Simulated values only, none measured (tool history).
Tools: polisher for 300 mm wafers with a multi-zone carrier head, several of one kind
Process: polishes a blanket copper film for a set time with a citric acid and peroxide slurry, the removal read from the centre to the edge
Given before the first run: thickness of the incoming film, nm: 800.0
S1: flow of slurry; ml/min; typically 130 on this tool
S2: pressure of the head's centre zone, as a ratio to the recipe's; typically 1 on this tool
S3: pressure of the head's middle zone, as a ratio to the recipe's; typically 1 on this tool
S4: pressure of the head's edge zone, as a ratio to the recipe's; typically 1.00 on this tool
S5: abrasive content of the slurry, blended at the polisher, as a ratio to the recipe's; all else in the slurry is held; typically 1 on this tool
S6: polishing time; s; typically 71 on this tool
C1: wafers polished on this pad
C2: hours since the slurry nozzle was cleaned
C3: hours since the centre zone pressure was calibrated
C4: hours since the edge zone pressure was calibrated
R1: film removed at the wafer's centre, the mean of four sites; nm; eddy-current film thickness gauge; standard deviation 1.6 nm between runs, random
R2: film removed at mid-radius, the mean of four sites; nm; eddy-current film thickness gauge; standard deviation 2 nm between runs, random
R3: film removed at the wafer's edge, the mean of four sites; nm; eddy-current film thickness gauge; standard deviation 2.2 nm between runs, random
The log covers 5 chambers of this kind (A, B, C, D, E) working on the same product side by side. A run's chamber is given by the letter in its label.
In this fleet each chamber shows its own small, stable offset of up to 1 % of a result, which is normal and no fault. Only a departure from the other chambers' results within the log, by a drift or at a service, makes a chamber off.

| run | hour | S1 | S2 | S3 | S4 | S5 | S6 | C1 | C2 | C3 | C4 | R1 | R2 | R3 |
|---|---|---|---|---|---|---|---|---|---|---|---|---|---|---|
|  | 1.7 | chamber B: worn pad replaced by a new one |
|  | 5.5 | chamber D: worn pad replaced by a new one |
| 1E | 10.7 | 130 | 1 | 1 | 1.00 | 1 | 71 | 1507 | 128.7 | 236.6 | 240.7 | 156.88 | 156.25 | 161.20 |
|  | 16.1 | chamber E: worn pad replaced by a new one |
| 2D | 17.4 | 130 | 1 | 1 | 1.00 | 1 | 71 | 146 | 309.5 | 738.9 | 864.4 | 154.97 | 155.45 | 158.18 |
| 3B | 30.3 | 130 | 1 | 1 | 1.00 | 1 | 71 | 349 | 67.4 | 549.9 | 117.5 | 159.84 | 153.14 | 157.46 |
|  | 35.9 | chamber D: edge zone pressure recalibrated |
| 4A | 38.0 | 130 | 1 | 1 | 1.00 | 1 | 71 | 1271 | 207.4 | 1315.6 | 105.0 | 154.00 | 158.32 | 158.14 |
|  | 41.7 | chamber A: worn pad replaced by a new one |
| 5C | 45.6 | 105 | 1 | 1 | 1.00 | 1 | 71 | 744 | 309.2 | 1402.4 | 303.8 | 148.42 | 148.12 | 152.55 |
|  | 56.3 | chamber C: worn pad replaced by a new one |
| 6D | 56.3 | 105 | 1 | 1 | 1.00 | 1 | 71 | 619 | 348.4 | 777.8 | 20.4 | 151.28 | 149.67 | 148.90 |
| 7B | 70.6 | 105 | 1 | 1 | 1.00 | 1 | 71 | 840 | 107.7 | 590.2 | 157.8 | 146.70 | 147.20 | 151.05 |
|  | 80.9 | chamber D: worn pad replaced by a new one |
| 8E | 81.4 | 105 | 1 | 1 | 1.00 | 1 | 71 | 796 | 199.4 | 307.3 | 311.4 | 146.97 | 148.46 | 149.85 |
| 9A | 93.7 | 105 | 1 | 1 | 1.00 | 1 | 71 | 634 | 263.1 | 1371.3 | 160.7 | 145.04 | 150.93 | 154.62 |
| 10C | 100.8 | 130 | 1 | 1 | 1.00 | 1 | 71 | 542 | 364.4 | 1457.6 | 359.0 | 155.00 | 154.95 | 159.22 |
| 11B | 107.5 | 130 | 1 | 1 | 1.00 | 1 | 71 | 1289 | 144.6 | 627.1 | 194.7 | 156.10 | 156.50 | 154.00 |
| 12E | 116.2 | 130 | 1 | 1 | 1.00 | 1 | 71 | 1220 | 234.2 | 342.1 | 346.2 | 151.77 | 154.55 | 158.93 |
|  | 122.7 | chamber C: worn pad replaced by a new one |
|  | 123.1 | chamber C: centre zone pressure recalibrated |
|  | 124.0 | chamber B: worn pad replaced by a new one |
| 13A | 125.6 | 130 | 1 | 1 | 1.00 | 1 | 71 | 1023 | 295.0 | 1403.2 | 192.6 | 154.36 | 158.11 | 155.10 |
|  | 134.1 | chamber A: worn pad replaced by a new one |
| 14D | 134.2 | 130 | 1 | 1 | 1.00 | 1 | 71 | 649 | 426.3 | 855.7 | 98.3 | 158.32 | 157.15 | 154.76 |
|  | 138.5 | chamber E: worn pad replaced by a new one |
| 15C | 147.5 | 105 | 1 | 1 | 1.00 | 1 | 71 | 302 | 411.1 | 24.5 | 405.7 | 128.50 | 147.64 | 151.33 |
|  | 155.1 | chamber D: worn pad replaced by a new one |
| 16A | 156.8 | 105 | 1 | 1 | 1.00 | 1 | 71 | 277 | 326.2 | 1434.4 | 223.8 | 144.40 | 147.13 | 154.14 |
| 17C | 170.3 | 105 | 1 | 1 | 1.00 | 1 | 71 | 580 | 433.9 | 47.3 | 428.5 | 128.57 | 151.57 | 147.90 |
| 18E | 182.4 | 105 | 1 | 1 | 1.00 | 1 | 71 | 534 | 300.4 | 408.3 | 412.4 | 146.00 | 149.49 | 151.14 |
|  | 189.7 | chamber C: worn pad replaced by a new one |
| 19D | 189.8 | 105 | 1 | 1 | 1.00 | 1 | 71 | 423 | 481.9 | 911.3 | 153.9 | 149.83 | 148.36 | 144.46 |
| 20B | 201.0 | 130 | 1 | 1 | 1.00 | 1 | 71 | 938 | 238.1 | 720.6 | 288.2 | 157.18 | 159.02 | 154.33 |
|  | 205.0 | chamber E: slurry nozzle cleaned |
| 21C | 210.8 | 130 | 1 | 1 | 1.00 | 1 | 71 | 257 | 474.4 | 87.8 | 469.0 | 136.46 | 155.86 | 156.82 |
| 22A | 217.2 | 130 | 1 | 1 | 1.00 | 1 | 71 | 1012 | 386.6 | 1494.8 | 284.2 | 153.54 | 155.54 | 157.26 |
|  | 227.5 | chamber B: worn pad replaced by a new one |
|  | 227.9 | chamber A: worn pad replaced by a new one |
| 23B | 229.6 | 110 | 1 | 1 | 1.09 | 1 | 71 | 26 | 266.7 | 749.2 | 316.8 | 149.67 | 150.67 | 156.57 |
|  | 230.2 | chamber D: worn pad replaced by a new one |
|  | 236.0 | chamber B: slurry nozzle cleaned |
| 24E | 240.2 | 110 | 1 | 1 | 1.09 | 1 | 71 | 1238 | 35.3 | 466.1 | 470.2 | 150.19 | 147.90 | 160.38 |
|  | 247.9 | chamber C: worn pad replaced by a new one |
| 25D | 252.3 | 110 | 1 | 1 | 1.09 | 1 | 71 | 269 | 544.4 | 973.8 | 216.4 | 148.63 | 149.88 | 154.65 |
|  | 259.7 | chamber E: worn pad replaced by a new one |
| 26A | 266.4 | 110 | 1 | 1 | 1.09 | 1 | 71 | 469 | 435.8 | 1544.0 | 333.4 | 149.68 | 152.81 | 160.82 |
| 27C | 277.1 | 110 | 1 | 1 | 1.09 | 1 | 71 | 356 | 540.7 | 154.1 | 535.3 | 129.36 | 147.60 | 157.46 |
|  | 279.4 | chamber D: slurry nozzle cleaned |
| 28B | 286.4 | 130 | 1 | 1 | 1.00 | 1 | 71 | 717 | 50.5 | 806.0 | 373.6 | 155.32 | 155.34 | 158.70 |
| 29E | 294.6 | 130 | 1 | 1 | 1.00 | 1 | 71 | 426 | 89.7 | 520.5 | 524.6 | 155.42 | 154.87 | 156.42 |
|  | 302.7 | chamber D: worn pad replaced by a new one |
| 30D | 304.4 | 130 | 1 | 1 | 1.00 | 1 | 71 | 21 | 25.0 | 1025.9 | 268.5 | 159.51 | 155.95 | 154.19 |
| 31B | 310.8 | 130 | 1 | 1 | 1.10 | 1 | 71 | 1015 | 74.9 | 830.4 | 398.0 | 158.52 | 157.38 | 167.20 |
|  | 314.6 | chamber A: centre zone pressure recalibrated |
| 32A | 320.0 | 130 | 1 | 1 | 1.10 | 1 | 71 | 1122 | 489.4 | 5.4 | 387.0 | 155.44 | 157.50 | 166.73 |
|  | 324.4 | chamber C: worn pad replaced by a new one |
| 33C | 329.9 | 130 | 1 | 1 | 1.10 | 1 | 71 | 68 | 593.5 | 206.9 | 588.1 | 136.41 | 155.15 | 165.43 |
| 34D | 339.4 | 130 | 1 | 1 | 1.10 | 1 | 71 | 448 | 60.0 | 1060.9 | 303.5 | 155.63 | 153.73 | 162.42 |

Next, all 5 chambers run the settings below, one line each with question marks for the results. What does each chamber give?
| 35A | 350.0 | 130 | 1 | 1 | 0.94 | 1 | 71 |  |  |  |  | ? | ? | ? |
| 35B | 350.0 | 130 | 1 | 1 | 0.94 | 1 | 71 |  |  |  |  | ? | ? | ? |
| 35C | 350.0 | 130 | 1 | 1 | 0.94 | 1 | 71 |  |  |  |  | ? | ? | ? |
| 35D | 350.0 | 130 | 1 | 1 | 0.94 | 1 | 71 |  |  |  |  | ? | ? | ? |
| 35E | 350.0 | 130 | 1 | 1 | 0.94 | 1 | 71 |  |  |  |  | ? | ? | ? |

| run | R1 | R2 | R3 |
|---|---|---|---|
| 35A | 151.24 | 158.46 | 150.47 |
| 35B | 154.38 | 159.54 | 151.82 |
| 35C | 135.57 | 156.96 | 150.20 |
| 35D | 159.18 | 154.09 | 150.16 |
| 35E | 156.57 | 152.11 | 149.95 |
